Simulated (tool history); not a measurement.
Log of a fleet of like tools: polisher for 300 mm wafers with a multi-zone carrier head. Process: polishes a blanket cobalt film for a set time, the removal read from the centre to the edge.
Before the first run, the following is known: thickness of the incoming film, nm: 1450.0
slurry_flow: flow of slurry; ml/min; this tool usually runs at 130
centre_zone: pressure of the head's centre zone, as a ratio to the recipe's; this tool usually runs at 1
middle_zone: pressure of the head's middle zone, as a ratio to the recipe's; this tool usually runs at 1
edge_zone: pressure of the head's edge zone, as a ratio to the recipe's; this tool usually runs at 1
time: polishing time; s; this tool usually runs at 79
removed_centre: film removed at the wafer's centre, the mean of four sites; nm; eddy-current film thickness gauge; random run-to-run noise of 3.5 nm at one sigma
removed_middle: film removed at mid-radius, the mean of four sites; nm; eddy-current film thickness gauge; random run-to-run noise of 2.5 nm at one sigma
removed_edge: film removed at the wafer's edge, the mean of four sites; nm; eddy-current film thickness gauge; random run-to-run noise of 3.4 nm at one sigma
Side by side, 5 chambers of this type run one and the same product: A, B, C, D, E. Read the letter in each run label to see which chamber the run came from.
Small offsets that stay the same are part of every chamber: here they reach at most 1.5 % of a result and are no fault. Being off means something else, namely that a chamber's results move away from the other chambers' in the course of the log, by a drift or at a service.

{"hour": 0.3, "done": "chamber C: worn pad replaced by a new one"}
{"run": "1E", "hour": 3.1, "slurry_flow": 130, "centre_zone": 1, "middle_zone": 1, "edge_zone": 1, "time": 79, "removed_centre": 286.21, "removed_middle": 295.43, "removed_edge": 292.75}
{"run": "2B", "hour": 6.8, "slurry_flow": 130, "centre_zone": 1, "middle_zone": 1, "edge_zone": 1, "time": 79, "removed_centre": 294.61, "removed_middle": 296.57, "removed_edge": 285.77}
{"run": "3C", "hour": 10.3, "slurry_flow": 130, "centre_zone": 1, "middle_zone": 1, "edge_zone": 1, "time": 79, "removed_centre": 291.68, "removed_middle": 293.23, "removed_edge": 291.54}
{"run": "4D", "hour": 13.9, "slurry_flow": 130, "centre_zone": 1, "middle_zone": 1, "edge_zone": 1, "time": 79, "removed_centre": 292.83, "removed_middle": 300.03, "removed_edge": 287.59}
{"run": "5A", "hour": 16.8, "slurry_flow": 145, "centre_zone": 1.04, "middle_zone": 1, "edge_zone": 1, "time": 79, "removed_centre": 314.68, "removed_middle": 299.79, "removed_edge": 299.18}
{"run": "6D", "hour": 21.7, "slurry_flow": 145, "centre_zone": 1.04, "middle_zone": 1, "edge_zone": 1, "time": 79, "removed_centre": 313.39, "removed_middle": 303.06, "removed_edge": 291.57}
{"run": "7E", "hour": 26.7, "slurry_flow": 145, "centre_zone": 1.04, "middle_zone": 1, "edge_zone": 1, "time": 79, "removed_centre": 315.92, "removed_middle": 296.95, "removed_edge": 299.89}
{"run": "8A", "hour": 29.3, "slurry_flow": 145, "centre_zone": 1.04, "middle_zone": 1, "edge_zone": 1, "time": 79, "removed_centre": 313.51, "removed_middle": 297.41, "removed_edge": 300.82}
{"run": "9C", "hour": 34.2, "slurry_flow": 145, "centre_zone": 1.04, "middle_zone": 1, "edge_zone": 1, "time": 79, "removed_centre": 325.19, "removed_middle": 302.23, "removed_edge": 299.99}
{"hour": 35.7, "done": "chamber D: slurry nozzle cleaned"}
{"run": "10B", "hour": 36.7, "slurry_flow": 130, "centre_zone": 1, "middle_zone": 1, "edge_zone": 1, "time": 79, "removed_centre": 291.88, "removed_middle": 292.37, "removed_edge": 294.24}
{"hour": 37.7, "done": "chamber A: worn pad replaced by a new one"}
{"hour": 38.2, "done": "chamber D: worn pad replaced by a new one"}
{"run": "11E", "hour": 39.2, "slurry_flow": 130, "centre_zone": 1, "middle_zone": 1, "edge_zone": 1, "time": 79, "removed_centre": 292, "removed_middle": 294.81, "removed_edge": 291.22}
{"hour": 41.3, "done": "chamber D: centre zone pressure recalibrated"}
{"run": "12A", "hour": 41.5, "slurry_flow": 130, "centre_zone": 1, "middle_zone": 1, "edge_zone": 1, "time": 79, "removed_centre": 301.31, "removed_middle": 294.77, "removed_edge": 297.34}
{"run": "13B", "hour": 44.1, "slurry_flow": 130, "centre_zone": 1, "middle_zone": 1, "edge_zone": 1, "time": 79, "removed_centre": 286.21, "removed_middle": 297.79, "removed_edge": 297.2}
{"run": "14D", "hour": 46.3, "slurry_flow": 130, "centre_zone": 1, "middle_zone": 1, "edge_zone": 1, "time": 79, "removed_centre": 268.26, "removed_middle": 296.35, "removed_edge": 290.74}
{"run": "15C", "hour": 51.4, "slurry_flow": 130, "centre_zone": 1, "middle_zone": 1, "edge_zone": 1, "time": 79, "removed_centre": 290.94, "removed_middle": 290.49, "removed_edge": 290.78}
{"run": "16D", "hour": 56.2, "slurry_flow": 130, "centre_zone": 1, "middle_zone": 1, "edge_zone": 1, "time": 79, "removed_centre": 261.67, "removed_middle": 297.52, "removed_edge": 291.12}
{"run": "17E", "hour": 59.1, "slurry_flow": 160, "centre_zone": 1, "middle_zone": 1, "edge_zone": 1.1, "time": 79, "removed_centre": 302.53, "removed_middle": 305.57, "removed_edge": 319.53}
{"run": "18A", "hour": 61.3, "slurry_flow": 160, "centre_zone": 1, "middle_zone": 1, "edge_zone": 1.1, "time": 79, "removed_centre": 312.84, "removed_middle": 305.03, "removed_edge": 325.15}
{"run": "19B", "hour": 65.0, "slurry_flow": 160, "centre_zone": 1, "middle_zone": 1, "edge_zone": 1.1, "time": 79, "removed_centre": 307.11, "removed_middle": 309.8, "removed_edge": 323.97}
{"run": "20C", "hour": 68.8, "slurry_flow": 160, "centre_zone": 1, "middle_zone": 1, "edge_zone": 1.1, "time": 79, "removed_centre": 308.22, "removed_middle": 302.71, "removed_edge": 318.78}
{"hour": 71.4, "done": "chamber A: slurry nozzle cleaned"}
{"run": "21D", "hour": 72.8, "slurry_flow": 160, "centre_zone": 1, "middle_zone": 1, "edge_zone": 1.1, "time": 79, "removed_centre": 275.07, "removed_middle": 310.88, "removed_edge": 312.56}
{"hour": 76.0, "done": "chamber E: worn pad replaced by a new one"}
{"run": "22B", "hour": 76.5, "slurry_flow": 115, "centre_zone": 1, "middle_zone": 1, "edge_zone": 1, "time": 105, "removed_centre": 377.88, "removed_middle": 388.77, "removed_edge": 379.08}
{"hour": 78.5, "done": "chamber B: worn pad replaced by a new one"}
{"hour": 78.9, "done": "chamber C: slurry nozzle cleaned"}
{"run": "23A", "hour": 80.7, "slurry_flow": 115, "centre_zone": 1, "middle_zone": 1, "edge_zone": 1, "time": 105, "removed_centre": 381.91, "removed_middle": 377.19, "removed_edge": 386.51}
{"hour": 81.4, "done": "chamber C: edge zone pressure recalibrated"}
{"run": "24C", "hour": 85.8, "slurry_flow": 115, "centre_zone": 1, "middle_zone": 1, "edge_zone": 1, "time": 105, "removed_centre": 374.96, "removed_middle": 381.7, "removed_edge": 384.64}
{"run": "25E", "hour": 89.4, "slurry_flow": 115, "centre_zone": 1, "middle_zone": 1, "edge_zone": 1, "time": 105, "removed_centre": 368.81, "removed_middle": 377.57, "removed_edge": 389.96}
{"run": "26C", "hour": 91.9, "slurry_flow": 115, "centre_zone": 1, "middle_zone": 1, "edge_zone": 1, "time": 105, "removed_centre": 374.3, "removed_middle": 377.06, "removed_edge": 385.55}
{"run": "27A", "hour": 95.8, "slurry_flow": 130, "centre_zone": 1, "middle_zone": 1, "edge_zone": 1, "time": 79, "removed_centre": 293.03, "removed_middle": 290.65, "removed_edge": 295.33}
{"run": "28B", "hour": 98.0, "slurry_flow": 130, "centre_zone": 0.91, "middle_zone": 1, "edge_zone": 1, "time": 101, "removed_centre": 337.51, "removed_middle": 381.1, "removed_edge": 373.65}
{"run": "29E", "hour": 101.2, "slurry_flow": 130, "centre_zone": 0.91, "middle_zone": 1, "edge_zone": 1, "time": 101, "removed_centre": 340.22, "removed_middle": 383.51, "removed_edge": 380.32}
{"run": "30D", "hour": 103.9, "slurry_flow": 130, "centre_zone": 0.91, "middle_zone": 1, "edge_zone": 1, "time": 101, "removed_centre": 300.53, "removed_middle": 376.65, "removed_edge": 368.59}
{"run": "31A", "hour": 108.8, "slurry_flow": 130, "centre_zone": 0.91, "middle_zone": 1, "edge_zone": 1, "time": 101, "removed_centre": 341.86, "removed_middle": 371.58, "removed_edge": 381.04}
{"run": "32B", "hour": 112.2, "slurry_flow": 130, "centre_zone": 0.91, "middle_zone": 1, "edge_zone": 1, "time": 101, "removed_centre": 336.53, "removed_middle": 382.65, "removed_edge": 376.88}
{"run": "33E", "hour": 117.3, "slurry_flow": 130, "centre_zone": 1, "middle_zone": 1, "edge_zone": 1, "time": 79, "removed_centre": 296.62, "removed_middle": 292.69, "removed_edge": 301.72}
{"run": "34C", "hour": 120.2, "slurry_flow": 130, "centre_zone": 1, "middle_zone": 1, "edge_zone": 0.91, "time": 79, "removed_centre": 296.12, "removed_middle": 292.99, "removed_edge": 279.78}

Next, every chamber runs the same settings. What will each give?
{"run": "35A", "hour": 123.9, "slurry_flow": 130, "centre_zone": 1, "middle_zone": 1.04, "edge_zone": 1, "time": 79, "removed_centre": "?", "removed_middle": "?", "removed_edge": "?"}
{"run": "35B", "hour": 123.9, "slurry_flow": 130, "centre_zone": 1, "middle_zone": 1.04, "edge_zone": 1, "time": 79, "removed_centre": "?", "removed_middle": "?", "removed_edge": "?"}
{"run": "35C", "hour": 123.9, "slurry_flow": 130, "centre_zone": 1, "middle_zone": 1.04, "edge_zone": 1, "time": 79, "removed_centre": "?", "removed_middle": "?", "removed_edge": "?"}
{"run": "35D", "hour": 123.9, "slurry_flow": 130, "centre_zone": 1, "middle_zone": 1.04, "edge_zone": 1, "time": 79, "removed_centre": "?", "removed_middle": "?", "removed_edge": "?"}
{"run": "35E", "hour": 123.9, "slurry_flow": 130, "centre_zone": 1, "middle_zone": 1.04, "edge_zone": 1, "time": 79, "removed_centre": "?", "removed_middle": "?", "removed_edge": "?"}

run=35A removed_centre=295.12 removed_middle=302.36 removed_edge=298.73
run=35B removed_centre=293.05 removed_middle=300.01 removed_edge=294.02
run=35C removed_centre=295.18 removed_middle=303.39 removed_edge=291.91
run=35D removed_centre=261.76 removed_middle=309.18 removed_edge=285.83
run=35E removed_centre=294.61 removed_middle=302.91 removed_edge=296.08
